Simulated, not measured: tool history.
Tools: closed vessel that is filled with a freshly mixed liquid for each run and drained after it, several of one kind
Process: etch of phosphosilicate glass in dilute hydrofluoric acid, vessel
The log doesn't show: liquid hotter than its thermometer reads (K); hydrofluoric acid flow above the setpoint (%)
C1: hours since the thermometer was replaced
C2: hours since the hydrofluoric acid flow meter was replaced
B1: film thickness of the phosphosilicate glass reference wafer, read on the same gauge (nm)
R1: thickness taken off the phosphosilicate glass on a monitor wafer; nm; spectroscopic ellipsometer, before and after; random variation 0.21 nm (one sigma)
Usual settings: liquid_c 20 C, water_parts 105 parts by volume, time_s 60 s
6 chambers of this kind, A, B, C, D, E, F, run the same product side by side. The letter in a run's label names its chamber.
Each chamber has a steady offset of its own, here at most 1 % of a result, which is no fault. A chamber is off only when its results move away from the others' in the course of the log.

run 1C day=0.3 | liquid_c=20 water_parts=105 time_s=60 | C1=958.9 C2=245.2 | B1=90.017 | R1=50.966
run 2B day=0.521 | liquid_c=20 water_parts=105 time_s=60 | C1=55.4 C2=1069.1 | B1=89.993 | R1=50.254
run 3F day=0.817 | liquid_c=20 water_parts=105 time_s=60 | C1=1758.4 C2=354.2 | B1=90.004 | R1=50.236
run 4A day=1.112 | liquid_c=20 water_parts=105 time_s=60 | C1=370.5 C2=224.9 | B1=90.012 | R1=50.328
run 5E day=1.358 | liquid_c=20 water_parts=105 time_s=60 | C1=393.8 C2=391.9 | B1=89.998 | R1=50.545
run 6D day=1.521 | liquid_c=20 water_parts=105 time_s=60 | C1=253.1 C2=1171.4 | B1=89.954 | R1=50.712
run 7B day=1.817 | liquid_c=20 water_parts=105 time_s=60 | C1=86.5 C2=1100.2 | B1=89.977 | R1=49.904
run 8C day=2.108 | liquid_c=20 water_parts=105 time_s=60 | C1=1002.3 C2=288.6 | B1=89.975 | R1=50.032
run 9F day=2.292 | liquid_c=20 water_parts=105 time_s=60 | C1=1793.8 C2=389.6 | B1=90.035 | R1=50.42
run 10D day=2.429 | liquid_c=20 water_parts=135 time_s=60 | C1=274.9 C2=1193.2 | B1=89.967 | R1=37.98
run 11E day=2.704 | liquid_c=20 water_parts=135 time_s=60 | C1=426.1 C2=424.2 | B1=90.039 | R1=38.012
run 12A day=2.9 | liquid_c=20 water_parts=135 time_s=60 | C1=413.4 C2=267.8 | B1=90.02 | R1=38.05
run 13D day=3.138 | liquid_c=20 water_parts=135 time_s=60 | C1=291.9 C2=1210.2 | B1=90.006 | R1=38.223
run 14B day=3.442 | liquid_c=20 water_parts=135 time_s=60 | C1=125.5 C2=1139.2 | B1=89.992 | R1=37.654
run 15E day=3.742 | liquid_c=20 water_parts=135 time_s=60 | C1=451 C2=449.1 | B1=89.995 | R1=37.664
run 16C day=3.883 | liquid_c=20 water_parts=105 time_s=60 | C1=1044.9 C2=331.2 | B1=90.055 | R1=50.439
run 17A day=4.071 | liquid_c=20 water_parts=105 time_s=60 | C1=441.5 C2=295.9 | B1=89.987 | R1=50.561
run 18F day=4.325 | liquid_c=20 water_parts=105 time_s=60 | C1=1842.6 C2=438.4 | B1=90.043 | R1=50.633
run 19B day=4.5 | liquid_c=20 water_parts=105 time_s=60 | C1=150.9 C2=1164.6 | B1=90.002 | R1=50.111
run 20E day=4.779 | liquid_c=20 water_parts=105 time_s=60 | C1=475.9 C2=474 | B1=89.99 | R1=50.462
run 21A day=5 | liquid_c=20 water_parts=150 time_s=30 | C1=463.8 C2=318.2 | B1=89.976 | R1=16.933
run 22C day=5.283 | liquid_c=20 water_parts=150 time_s=30 | C1=1078.5 C2=364.8 | B1=90.061 | R1=16.912
run 23D day=5.438 | liquid_c=20 water_parts=150 time_s=30 | C1=347.1 C2=1265.4 | B1=90.003 | R1=17.007
run 24F day=5.625 | liquid_c=20 water_parts=150 time_s=30 | C1=1873.8 C2=469.6 | B1=90.011 | R1=16.721
-- day=5.812 chamber F: hydrofluoric acid flow meter replaced
run 25A day=5.817 | liquid_c=20 water_parts=150 time_s=30 | C1=483.4 C2=337.8 | B1=90.04 | R1=16.962
run 26F day=6.017 | liquid_c=20 water_parts=150 time_s=30 | C1=1883.2 C2=5 | B1=89.998 | R1=16.591
run 27D day=6.154 | liquid_c=20 water_parts=105 time_s=60 | C1=364.3 C2=1282.6 | B1=90.008 | R1=50.449
run 28C day=6.321 | liquid_c=20 water_parts=105 time_s=60 | C1=1103.4 C2=389.7 | B1=89.993 | R1=50.603
run 29B day=6.454 | liquid_c=20 water_parts=105 time_s=60 | C1=197.8 C2=1211.5 | B1=89.99 | R1=50.516
run 30E day=6.671 | liquid_c=20 water_parts=105 time_s=60 | C1=521.3 C2=519.4 | B1=90.004 | R1=50.87
run 31C day=6.862 | liquid_c=20 water_parts=105 time_s=60 | C1=1116.4 C2=402.7 | B1=90.016 | R1=50.323
run 32B day=7.038 | liquid_c=20 water_parts=105 time_s=60 | C1=211.8 C2=1225.5 | B1=90.026 | R1=50.308
run 33F day=7.217 | liquid_c=20 water_parts=105 time_s=60 | C1=1912 C2=33.8 | B1=89.997 | R1=50.417
-- day=7.462 chamber F: thermometer replaced
run 34E day=7.504 | liquid_c=20 water_parts=105 time_s=60 | C1=541.3 C2=539.4 | B1=90.015 | R1=50.414
run 35A day=7.788 | liquid_c=20 water_parts=105 time_s=60 | C1=530.7 C2=385.1 | B1=90 | R1=50.37
run 36D day=8.017 | liquid_c=20 water_parts=105 time_s=60 | C1=409 C2=1327.3 | B1=90.02 | R1=50.736
run 37B day=8.217 | liquid_c=20 water_parts=105 time_s=60 | C1=240.1 C2=1253.8 | B1=89.962 | R1=50.182
run 38F day=8.471 | liquid_c=20 water_parts=105 time_s=60 | C1=24.2 C2=63.9 | B1=89.996 | R1=50.174
run 39C day=8.729 | liquid_c=18 water_parts=105 time_s=60 | C1=1161.2 C2=447.5 | B1=89.993 | R1=46.342
run 40A day=8.942 | liquid_c=18 water_parts=105 time_s=60 | C1=558.4 C2=412.8 | B1=90.005 | R1=46.415
run 41D day=9.075 | liquid_c=18 water_parts=105 time_s=60 | C1=434.4 C2=1352.7 | B1=89.949 | R1=46.82
run 42E day=9.292 | liquid_c=18 water_parts=105 time_s=60 | C1=584.2 C2=582.3 | B1=89.976 | R1=46.696

What goes on in this fleet: one chamber off, a drifting gauge, or nothing beyond the chambers' own small offsets? Name the chamber and the cause, if any.

No chamber stands off beyond its own small offset, and the gauge holds steady.
